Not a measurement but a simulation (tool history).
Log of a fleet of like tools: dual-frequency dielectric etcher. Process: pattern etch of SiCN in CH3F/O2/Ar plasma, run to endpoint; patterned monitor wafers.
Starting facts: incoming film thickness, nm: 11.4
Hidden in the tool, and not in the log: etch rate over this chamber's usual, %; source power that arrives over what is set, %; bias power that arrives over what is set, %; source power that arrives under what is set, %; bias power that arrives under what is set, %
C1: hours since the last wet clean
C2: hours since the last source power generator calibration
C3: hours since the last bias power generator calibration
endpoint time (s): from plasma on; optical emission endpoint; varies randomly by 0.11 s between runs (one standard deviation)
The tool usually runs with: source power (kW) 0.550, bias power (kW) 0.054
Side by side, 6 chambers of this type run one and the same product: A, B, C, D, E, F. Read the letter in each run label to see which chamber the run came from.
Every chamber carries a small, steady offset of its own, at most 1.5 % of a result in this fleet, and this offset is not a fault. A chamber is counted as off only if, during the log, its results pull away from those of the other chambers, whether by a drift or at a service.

{"run": "1D", "hour": 6.1, "source power (kW)": 0.55, "bias power (kW)": 0.054, "C1": 214.5, "C2": 3466.0, "C3": 3147.1, "endpoint time (s)": 29.899}
{"run": "2C", "hour": 9.9, "source power (kW)": 0.55, "bias power (kW)": 0.054, "C1": 467.7, "C2": 1714.8, "C3": 1635.3, "endpoint time (s)": 29.92}
{"run": "3A", "hour": 14.8, "source power (kW)": 0.55, "bias power (kW)": 0.054, "C1": 388.8, "C2": 1755.1, "C3": 1284.5, "endpoint time (s)": 29.588}
{"run": "4F", "hour": 22.6, "source power (kW)": 0.55, "bias power (kW)": 0.054, "C1": 122.6, "C2": 641.3, "C3": 176.4, "endpoint time (s)": 29.671}
{"run": "5E", "hour": 26.2, "source power (kW)": 0.55, "bias power (kW)": 0.054, "C1": 166.4, "C2": 182.0, "C3": 610.7, "endpoint time (s)": 30.073}
{"run": "6B", "hour": 34.0, "source power (kW)": 0.55, "bias power (kW)": 0.054, "C1": 347.5, "C2": 579.9, "C3": 321.4, "endpoint time (s)": 29.756}
{"run": "7F", "hour": 39.6, "source power (kW)": 0.44, "bias power (kW)": 0.047, "C1": 139.6, "C2": 658.3, "C3": 193.4, "endpoint time (s)": 33.688}
{"run": "8C", "hour": 43.4, "source power (kW)": 0.44, "bias power (kW)": 0.047, "C1": 501.2, "C2": 1748.3, "C3": 1668.8, "endpoint time (s)": 34.024}
{"run": "9E", "hour": 47.6, "source power (kW)": 0.44, "bias power (kW)": 0.047, "C1": 187.8, "C2": 203.4, "C3": 632.1, "endpoint time (s)": 33.946}
{"hour": 52.9, "done": "chamber A: wet clean of the chamber"}
{"run": "10D", "hour": 54.7, "source power (kW)": 0.44, "bias power (kW)": 0.047, "C1": 263.1, "C2": 3514.6, "C3": 3195.7, "endpoint time (s)": 34.147}
{"run": "11B", "hour": 60.1, "source power (kW)": 0.44, "bias power (kW)": 0.047, "C1": 373.6, "C2": 606.0, "C3": 347.5, "endpoint time (s)": 33.679}
{"run": "12A", "hour": 65.6, "source power (kW)": 0.44, "bias power (kW)": 0.047, "C1": 12.8, "C2": 1805.9, "C3": 1335.3, "endpoint time (s)": 33.815}
{"run": "13E", "hour": 70.9, "source power (kW)": 0.55, "bias power (kW)": 0.063, "C1": 211.1, "C2": 226.7, "C3": 655.4, "endpoint time (s)": 28.57}
{"run": "14C", "hour": 75.4, "source power (kW)": 0.55, "bias power (kW)": 0.063, "C1": 533.2, "C2": 1780.3, "C3": 1700.8, "endpoint time (s)": 28.438}
{"run": "15B", "hour": 79.3, "source power (kW)": 0.55, "bias power (kW)": 0.063, "C1": 392.8, "C2": 625.2, "C3": 366.7, "endpoint time (s)": 28.264}
{"run": "16F", "hour": 84.4, "source power (kW)": 0.55, "bias power (kW)": 0.063, "C1": 184.4, "C2": 703.1, "C3": 238.2, "endpoint time (s)": 28.091}
{"run": "17D", "hour": 89.0, "source power (kW)": 0.55, "bias power (kW)": 0.063, "C1": 297.4, "C2": 3548.9, "C3": 3230.0, "endpoint time (s)": 28.463}
{"run": "18A", "hour": 95.1, "source power (kW)": 0.55, "bias power (kW)": 0.063, "C1": 42.3, "C2": 1835.4, "C3": 1364.8, "endpoint time (s)": 28.037}
{"run": "19E", "hour": 102.8, "source power (kW)": 0.55, "bias power (kW)": 0.054, "C1": 243.0, "C2": 258.6, "C3": 687.3, "endpoint time (s)": 30.073}
{"run": "20C", "hour": 109.3, "source power (kW)": 0.49, "bias power (kW)": 0.046, "C1": 567.1, "C2": 1814.2, "C3": 1734.7, "endpoint time (s)": 32.605}
{"run": "21B", "hour": 114.0, "source power (kW)": 0.49, "bias power (kW)": 0.046, "C1": 427.5, "C2": 659.9, "C3": 401.4, "endpoint time (s)": 32.63}
{"run": "22D", "hour": 118.5, "source power (kW)": 0.49, "bias power (kW)": 0.046, "C1": 326.9, "C2": 3578.4, "C3": 3259.5, "endpoint time (s)": 32.61}
{"run": "23A", "hour": 124.8, "source power (kW)": 0.49, "bias power (kW)": 0.046, "C1": 72.0, "C2": 1865.1, "C3": 1394.5, "endpoint time (s)": 32.582}
{"hour": 125.7, "done": "chamber C: wet clean of the chamber"}
{"run": "24F", "hour": 131.1, "source power (kW)": 0.49, "bias power (kW)": 0.046, "C1": 231.1, "C2": 749.8, "C3": 284.9, "endpoint time (s)": 32.517}
{"run": "25F", "hour": 135.8, "source power (kW)": 0.49, "bias power (kW)": 0.046, "C1": 235.8, "C2": 754.5, "C3": 289.6, "endpoint time (s)": 32.524}
{"run": "26B", "hour": 139.2, "source power (kW)": 0.55, "bias power (kW)": 0.054, "C1": 452.7, "C2": 685.1, "C3": 426.6, "endpoint time (s)": 29.777}
{"run": "27A", "hour": 146.6, "source power (kW)": 0.55, "bias power (kW)": 0.054, "C1": 93.8, "C2": 1886.9, "C3": 1416.3, "endpoint time (s)": 29.518}
{"run": "28C", "hour": 150.0, "source power (kW)": 0.55, "bias power (kW)": 0.054, "C1": 24.3, "C2": 1854.9, "C3": 1775.4, "endpoint time (s)": 29.644}
{"run": "29E", "hour": 156.5, "source power (kW)": 0.55, "bias power (kW)": 0.054, "C1": 296.7, "C2": 312.3, "C3": 741.0, "endpoint time (s)": 29.801}
{"run": "30D", "hour": 161.4, "source power (kW)": 0.55, "bias power (kW)": 0.054, "C1": 369.8, "C2": 3621.3, "C3": 3302.4, "endpoint time (s)": 29.391}
{"run": "31A", "hour": 165.1, "source power (kW)": 0.55, "bias power (kW)": 0.054, "C1": 112.3, "C2": 1905.4, "C3": 1434.8, "endpoint time (s)": 29.595}
{"run": "32D", "hour": 171.3, "source power (kW)": 0.55, "bias power (kW)": 0.054, "C1": 379.7, "C2": 3631.2, "C3": 3312.3, "endpoint time (s)": 29.118}
{"run": "33C", "hour": 175.7, "source power (kW)": 0.55, "bias power (kW)": 0.054, "C1": 50.0, "C2": 1880.6, "C3": 1801.1, "endpoint time (s)": 29.793}
{"run": "34E", "hour": 181.5, "source power (kW)": 0.55, "bias power (kW)": 0.054, "C1": 321.7, "C2": 337.3, "C3": 766.0, "endpoint time (s)": 29.923}
{"run": "35B", "hour": 185.8, "source power (kW)": 0.55, "bias power (kW)": 0.062, "C1": 499.3, "C2": 731.7, "C3": 473.2, "endpoint time (s)": 28.274}
{"run": "36F", "hour": 193.6, "source power (kW)": 0.55, "bias power (kW)": 0.062, "C1": 293.6, "C2": 812.3, "C3": 347.4, "endpoint time (s)": 28.087}
{"run": "37F", "hour": 199.7, "source power (kW)": 0.55, "bias power (kW)": 0.062, "C1": 299.7, "C2": 818.4, "C3": 353.5, "endpoint time (s)": 28.327}
{"run": "38C", "hour": 203.8, "source power (kW)": 0.55, "bias power (kW)": 0.062, "C1": 78.1, "C2": 1908.7, "C3": 1829.2, "endpoint time (s)": 28.312}
{"run": "39D", "hour": 209.4, "source power (kW)": 0.55, "bias power (kW)": 0.062, "C1": 417.8, "C2": 3669.3, "C3": 3350.4, "endpoint time (s)": 27.765}
{"run": "40A", "hour": 213.5, "source power (kW)": 0.55, "bias power (kW)": 0.062, "C1": 160.7, "C2": 1953.8, "C3": 1483.2, "endpoint time (s)": 28.244}
{"run": "41B", "hour": 219.1, "source power (kW)": 0.55, "bias power (kW)": 0.054, "C1": 532.6, "C2": 765.0, "C3": 506.5, "endpoint time (s)": 29.551}
{"run": "42E", "hour": 224.9, "source power (kW)": 0.55, "bias power (kW)": 0.054, "C1": 365.1, "C2": 380.7, "C3": 809.4, "endpoint time (s)": 30.031}

Each of the 6 chambers runs these same settings next. Fill in every chamber's results:
{"run": "43A", "hour": 230.6, "source power (kW)": 0.55, "bias power (kW)": 0.054, "endpoint time (s)": "?"}
{"run": "43B", "hour": 230.6, "source power (kW)": 0.55, "bias power (kW)": 0.054, "endpoint time (s)": "?"}
{"run": "43C", "hour": 230.6, "source power (kW)": 0.55, "bias power (kW)": 0.054, "endpoint time (s)": "?"}
{"run": "43D", "hour": 230.6, "source power (kW)": 0.55, "bias power (kW)": 0.054, "endpoint time (s)": "?"}
{"run": "43E", "hour": 230.6, "source power (kW)": 0.55, "bias power (kW)": 0.054, "endpoint time (s)": "?"}
{"run": "43F", "hour": 230.6, "source power (kW)": 0.55, "bias power (kW)": 0.054, "endpoint time (s)": "?"}

run=43A endpoint_time_(s)=29.582
run=43B endpoint_time_(s)=29.546
run=43C endpoint_time_(s)=29.725
run=43D endpoint_time_(s)=28.672
run=43E endpoint_time_(s)=30.032
run=43F endpoint_time_(s)=29.454

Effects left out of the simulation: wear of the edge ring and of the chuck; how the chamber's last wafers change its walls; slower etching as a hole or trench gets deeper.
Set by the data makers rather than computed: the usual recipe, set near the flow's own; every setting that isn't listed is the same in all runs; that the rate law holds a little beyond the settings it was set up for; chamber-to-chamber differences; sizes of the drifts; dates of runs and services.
